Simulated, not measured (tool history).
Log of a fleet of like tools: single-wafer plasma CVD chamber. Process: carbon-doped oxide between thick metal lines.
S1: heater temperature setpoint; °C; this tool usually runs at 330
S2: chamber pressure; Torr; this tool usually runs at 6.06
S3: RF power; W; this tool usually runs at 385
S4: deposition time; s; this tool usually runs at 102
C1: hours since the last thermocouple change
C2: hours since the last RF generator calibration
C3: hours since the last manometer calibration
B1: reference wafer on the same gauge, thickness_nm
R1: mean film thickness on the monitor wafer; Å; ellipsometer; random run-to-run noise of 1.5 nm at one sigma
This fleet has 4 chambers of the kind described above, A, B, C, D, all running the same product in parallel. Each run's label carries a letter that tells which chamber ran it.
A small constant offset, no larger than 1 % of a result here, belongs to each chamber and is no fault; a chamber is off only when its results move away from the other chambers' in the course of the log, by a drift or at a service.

run,hour,S1,S2,S3,S4,C1,C2,C3,B1,R1
1B,10.1,330,6.06,385,102,257.1,240.6,1325.1,497.61,4726.6
2A,15.8,330,6.06,385,102,1598.9,550,1539.4,497.86,4717.9
3D,23,330,6.06,385,102,162.5,254.5,2316.6,498.32,4669
4C,35.6,330,6.06,385,102,506.8,1103.2,1057.7,497.99,4723.1
5A,41.5,334,6.06,385,102,1624.6,575.7,1565.1,498.23,4646.1
6D,53.9,334,6.06,385,102,193.4,285.4,2347.5,498.35,4627.6
7C,63.5,334,6.06,385,102,534.7,1131.1,1085.6,497.93,4614.7
8B,75.6,334,6.06,385,102,322.6,306.1,1390.6,498.03,4612.6
9C,83.6,342,6.06,385,117,554.8,1151.2,1105.7,498.04,5223.2
10B,93.8,342,6.06,385,117,340.8,324.3,1408.8,498.05,5198.9
11A,102.1,342,6.06,385,117,1685.2,636.3,1625.7,497.95,5206
12D,111.7,342,6.06,385,117,251.2,343.2,2405.3,497.88,5184.6
13D,119.4,330,6.06,385,102,258.9,350.9,2413,498.2,4654.7
14C,130.9,330,6.06,385,102,602.1,1198.5,1153,497.52,4722
15B,138.9,330,6.06,385,102,385.9,369.4,1453.9,497.63,4685.7
16A,145.1,330,6.06,385,102,1728.2,679.3,1668.7,497.48,4730.5
17A,155.8,330,6.06,385,102,1738.9,690,1679.4,498.31,4706
18C,167.5,330,6.06,385,102,638.7,1235.1,1189.6,497.93,4729.5
19B,175.1,330,6.06,385,102,422.1,405.6,1490.1,497.59,4711.9
20D,183.4,330,6.06,385,102,322.9,414.9,2477,497.86,4640.6
21B,194.7,330,6.06,385,102,441.7,425.2,1509.7,498.06,4693.7
22A,201.5,330,6.06,385,102,1784.6,735.7,1725.1,498.05,4679.7
23C,210.1,330,6.06,385,102,681.3,1277.7,1232.2,497.45,4691.8
24D,220.5,330,6.06,385,102,360,452,2514.1,497.88,4632.2
25B,226.8,330,6.06,385,102,473.8,457.3,1541.8,497.77,4678.1
# hour 228: chamber D: capacitance manometer re-zeroed and calibrated
26C,237.4,330,6.06,385,102,708.6,1305,1259.5,498.03,4676.5
27A,248.5,330,6.06,385,102,1831.6,782.7,1772.1,497.98,4683.8
28D,254.4,330,6.06,385,102,393.9,485.9,26.5,498.24,4568
29B,266.7,330,6.06,385,102,513.7,497.2,1581.7,498.26,4675.3
30D,277,330,6.06,385,102,416.5,508.5,49.1,498.18,4556
31A,290,330,6.06,385,102,1873.1,824.2,1813.6,498.03,4719.8
32C,296.3,330,6.06,385,102,767.5,1363.9,1318.4,498.08,4709.6
33C,302.1,330,6.06,385,102,773.3,1369.7,1324.2,498.2,4691
34D,308.5,330,6.06,385,102,448,540,80.6,498.25,4524.7
35A,314.2,330,6.06,385,102,1897.3,848.4,1837.8,498.07,4716.1
# hour 322: chamber A: thermocouple changed; heater temperature recalibrated
36B,327.3,330,6.06,385,102,574.3,557.8,1642.3,498.23,4668.5
37A,336.8,330,6.06,385,102,14.9,871,1860.4,498.21,4686.5
38C,343.8,330,6.06,385,102,815,1411.4,1365.9,498.01,4702.3
39B,352.2,341,6.06,385,89,599.2,582.7,1667.2,497.84,3955

Next, every chamber runs the same settings. What will each give?
40A,361.5,323,6.06,385,102,,,,,?
40B,361.5,323,6.06,385,102,,,,,?
40C,361.5,323,6.06,385,102,,,,,?
40D,361.5,323,6.06,385,102,,,,,?

run,R1
40A,4822.9
40B,4807.3
40C,4824.9
40D,4605.4
